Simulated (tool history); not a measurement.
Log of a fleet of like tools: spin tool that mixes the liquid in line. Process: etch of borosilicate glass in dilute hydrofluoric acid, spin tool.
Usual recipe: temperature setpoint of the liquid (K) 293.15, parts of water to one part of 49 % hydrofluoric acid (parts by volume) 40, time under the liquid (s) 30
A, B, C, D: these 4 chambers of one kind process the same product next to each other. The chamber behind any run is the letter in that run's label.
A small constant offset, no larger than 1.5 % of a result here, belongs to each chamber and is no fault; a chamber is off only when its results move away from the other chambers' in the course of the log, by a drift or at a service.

run   hour  temperature setpoint of the liquid (K)  parts of water to one part of 49 % hydrofluoric acid (parts by volume)  time under the liquid (s)  hours since the thermometer was replaced  hours since the hydrofluoric acid flow meter was replaced  read-back film thickness of the borosilicate glass reference wafer, read on the same gauge (nm)  thickness taken off the borosilicate glass on a monitor wafer (Å)
       5.3  -- chamber C: hydrofluoric acid flow meter replaced
 1A    6.8                                  293.15                                                                      40                         30                                     564.9                                                     1155.7                                                                                           119.99                                                             336.77
 2C   14.7                                  293.15                                                                      40                         30                                     190.9                                                        9.5                                                                                           120.01                                                              339.4
 3B   21.9                                  293.15                                                                      40                         30                                     290.3                                                     1025.6                                                                                              120                                                             334.66
 4D   33.3                                  293.15                                                                      40                         30                                    1734.6                                                        189                                                                                           120.01                                                             339.85
 5D   42.8                                  293.15                                                                      40                         30                                    1744.1                                                      198.5                                                                                           119.98                                                             342.57
      49.4  -- chamber A: hydrofluoric acid flow meter replaced
 6B   49.9                                  293.15                                                                      40                         30                                     318.3                                                     1053.6                                                                                           119.99                                                             335.48
 7A   60.3                                  293.15                                                                      40                         30                                     618.4                                                         11                                                                                           120.01                                                             339.02
 8C   67.6                                  296.15                                                                      35                         30                                     243.8                                                       62.4                                                                                              120                                                             444.07
 9A   80.1                                  296.15                                                                      35                         30                                     638.2                                                       30.8                                                                                              120                                                             442.34
10C   92.7                                  296.15                                                                      35                         30                                     268.9                                                       87.5                                                                                              120                                                             444.81
11D    101                                  296.15                                                                      35                         30                                    1802.3                                                      256.7                                                                                           119.98                                                                442
12B  113.6                                  290.65                                                                      30                         30                                       382                                                     1117.3                                                                                           120.02                                                             405.73
13C  120.2                                  290.65                                                                      30                         30                                     296.4                                                        115                                                                                              120                                                             414.67
14A  128.5                                  290.65                                                                      30                         30                                     686.6                                                       79.2                                                                                              120                                                             414.49
       129  -- chamber A: thermometer replaced
15B  136.7                                  290.65                                                                      30                         30                                     405.1                                                     1140.4                                                                                           120.01                                                             408.06
16D  147.6                                  293.15                                                                      40                         30                                    1848.9                                                      303.3                                                                                           119.98                                                              340.7
17B  154.6                                  293.15                                                                      40                         30                                       423                                                     1158.3                                                                                           119.99                                                             336.34
18A  167.3                                  293.15                                                                      40                         50                                      38.4                                                        118                                                                                           120.01                                                             560.39
19D  177.9                                  293.15                                                                      40                         50                                    1879.2                                                      333.6                                                                                              120                                                             568.01
20C  189.5                                  293.15                                                                      40                         50                                     365.7                                                      184.3                                                                                              120                                                              565.1
21D  199.3                                  293.15                                                                      40                         50                                    1900.6                                                        355                                                                                           119.99                                                              570.1
22B  211.9                                  293.15                                                                      40                         30                                     480.3                                                     1215.6                                                                                              120                                                             336.02
23A  218.6                                  293.15                                                                      40                         30                                      89.7                                                      169.3                                                                                           120.01                                                             338.83
24C  228.9                                  293.15                                                                      40                         30                                     405.1                                                      223.7                                                                                              120                                                             341.26
25B  236.3                                  293.15                                                                      40                         30                                     504.7                                                       1240                                                                                           119.99                                                             336.85
26A  246.7                                  293.15                                                                      40                         30                                     117.8                                                      197.4                                                                                           119.99                                                              338.6
27C    259                                  293.15                                                                      40                         30                                     435.2                                                      253.8                                                                                           119.98                                                             338.96
28D  267.9                                  293.15                                                                      40                         45                                    1969.2                                                      423.6                                                                                           120.01                                                             510.78
29C  275.1                                  293.15                                                                      40                         45                                     451.3                                                      269.9                                                                                              120                                                             511.44
30A  282.3                                  293.15                                                                      40                         45                                     153.4                                                        233                                                                                              120                                                             508.71
31B  291.9                                  293.15                                                                      40                         45                                     560.3                                                     1295.6                                                                                           120.01                                                             505.63
32D  301.5                                  293.15                                                                      40                         30                                    2002.8                                                      457.2                                                                                              120                                                             342.13
33D    308                                  293.15                                                                      40                         30                                    2009.3                                                      463.7                                                                                           120.01                                                              343.3
34C  320.6                                  293.15                                                                      40                         30                                     496.8                                                      315.4                                                                                           120.01                                                             341.58

One chamber off, gauge drift, or nothing amiss beyond the chambers' own small offsets? If it is a chamber, which one, and what is the likeliest cause?

Beyond each chamber's small constant offset nothing stands out, and the gauge stays steady.
